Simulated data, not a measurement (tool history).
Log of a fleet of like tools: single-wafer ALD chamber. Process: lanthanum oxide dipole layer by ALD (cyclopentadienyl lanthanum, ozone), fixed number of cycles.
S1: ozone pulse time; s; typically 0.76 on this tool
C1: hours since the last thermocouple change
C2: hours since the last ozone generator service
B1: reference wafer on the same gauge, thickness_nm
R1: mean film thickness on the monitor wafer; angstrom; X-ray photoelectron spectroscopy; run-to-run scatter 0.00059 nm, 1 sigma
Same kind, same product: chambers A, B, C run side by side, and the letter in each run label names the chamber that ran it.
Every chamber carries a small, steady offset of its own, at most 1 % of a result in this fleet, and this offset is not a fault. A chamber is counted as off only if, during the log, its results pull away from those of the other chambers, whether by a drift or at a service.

{"run": "1B", "hour": 15.2, "S1": 0.76, "C1": 587.4, "C2": 1334.2, "B1": 0.39499, "R1": 4.5359}
{"run": "2A", "hour": 23.9, "S1": 0.76, "C1": 1291.7, "C2": 309.5, "B1": 0.39525, "R1": 4.4789}
{"run": "3C", "hour": 37.0, "S1": 0.76, "C1": 1448.1, "C2": 213.9, "B1": 0.39534, "R1": 4.5055}
{"run": "4A", "hour": 43.9, "S1": 0.76, "C1": 1311.7, "C2": 329.5, "B1": 0.39536, "R1": 4.4933}
{"run": "5C", "hour": 54.4, "S1": 0.76, "C1": 1465.5, "C2": 231.3, "B1": 0.39535, "R1": 4.5156}
{"run": "6B", "hour": 62.0, "S1": 0.67, "C1": 634.2, "C2": 1381, "B1": 0.39555, "R1": 4.295}
{"run": "7A", "hour": 74.2, "S1": 0.67, "C1": 1342, "C2": 359.8, "B1": 0.39568, "R1": 4.2513}
{"run": "8C", "hour": 88.4, "S1": 0.67, "C1": 1499.5, "C2": 265.3, "B1": 0.39557, "R1": 4.2634}
{"run": "9B", "hour": 100.7, "S1": 0.76, "C1": 672.9, "C2": 1419.7, "B1": 0.39573, "R1": 4.5516}
{"run": "10B", "hour": 112.0, "S1": 0.76, "C1": 684.2, "C2": 1431, "B1": 0.39588, "R1": 4.5491}
{"run": "11A", "hour": 123.0, "S1": 0.53, "C1": 1390.8, "C2": 408.6, "B1": 0.39593, "R1": 3.7442}
{"run": "12C", "hour": 137.5, "S1": 0.53, "C1": 1548.6, "C2": 314.4, "B1": 0.39615, "R1": 3.7784}
{"run": "13C", "hour": 151.5, "S1": 0.53, "C1": 1562.6, "C2": 328.4, "B1": 0.39604, "R1": 3.7801}
{"run": "14B", "hour": 165.1, "S1": 0.76, "C1": 737.3, "C2": 1484.1, "B1": 0.39624, "R1": 4.5563}
{"run": "15A", "hour": 173.5, "S1": 0.76, "C1": 1441.3, "C2": 459.1, "B1": 0.39621, "R1": 4.4979}
{"hour": 177.6, "done": "chamber B: ozone generator serviced"}
{"run": "16A", "hour": 183.1, "S1": 0.76, "C1": 1450.9, "C2": 468.7, "B1": 0.39646, "R1": 4.4978}
{"run": "17C", "hour": 198.5, "S1": 0.76, "C1": 1609.6, "C2": 375.4, "B1": 0.39631, "R1": 4.5301}
{"run": "18B", "hour": 206.9, "S1": 0.76, "C1": 779.1, "C2": 29.3, "B1": 0.39641, "R1": 4.5604}
{"run": "19A", "hour": 220.3, "S1": 0.76, "C1": 1488.1, "C2": 505.9, "B1": 0.3965, "R1": 4.4987}
{"run": "20C", "hour": 227.5, "S1": 0.76, "C1": 1638.6, "C2": 404.4, "B1": 0.39662, "R1": 4.5247}
{"run": "21B", "hour": 240.5, "S1": 0.76, "C1": 812.7, "C2": 62.9, "B1": 0.39663, "R1": 4.5498}
{"run": "22A", "hour": 250.9, "S1": 0.76, "C1": 1518.7, "C2": 536.5, "B1": 0.39671, "R1": 4.499}
{"run": "23B", "hour": 265.5, "S1": 0.51, "C1": 837.7, "C2": 87.9, "B1": 0.39687, "R1": 3.7436}
{"run": "24C", "hour": 274.2, "S1": 0.51, "C1": 1685.3, "C2": 451.1, "B1": 0.39691, "R1": 3.7122}
{"run": "25C", "hour": 281.3, "S1": 0.51, "C1": 1692.4, "C2": 458.2, "B1": 0.3972, "R1": 3.716}

Next, every chamber runs the same settings. What will each give?
{"run": "26A", "hour": 292.5, "S1": 0.76, "R1": "?"}
{"run": "26B", "hour": 292.5, "S1": 0.76, "R1": "?"}
{"run": "26C", "hour": 292.5, "S1": 0.76, "R1": "?"}

run=26A R1=4.5
run=26B R1=4.5499
run=26C R1=4.5328
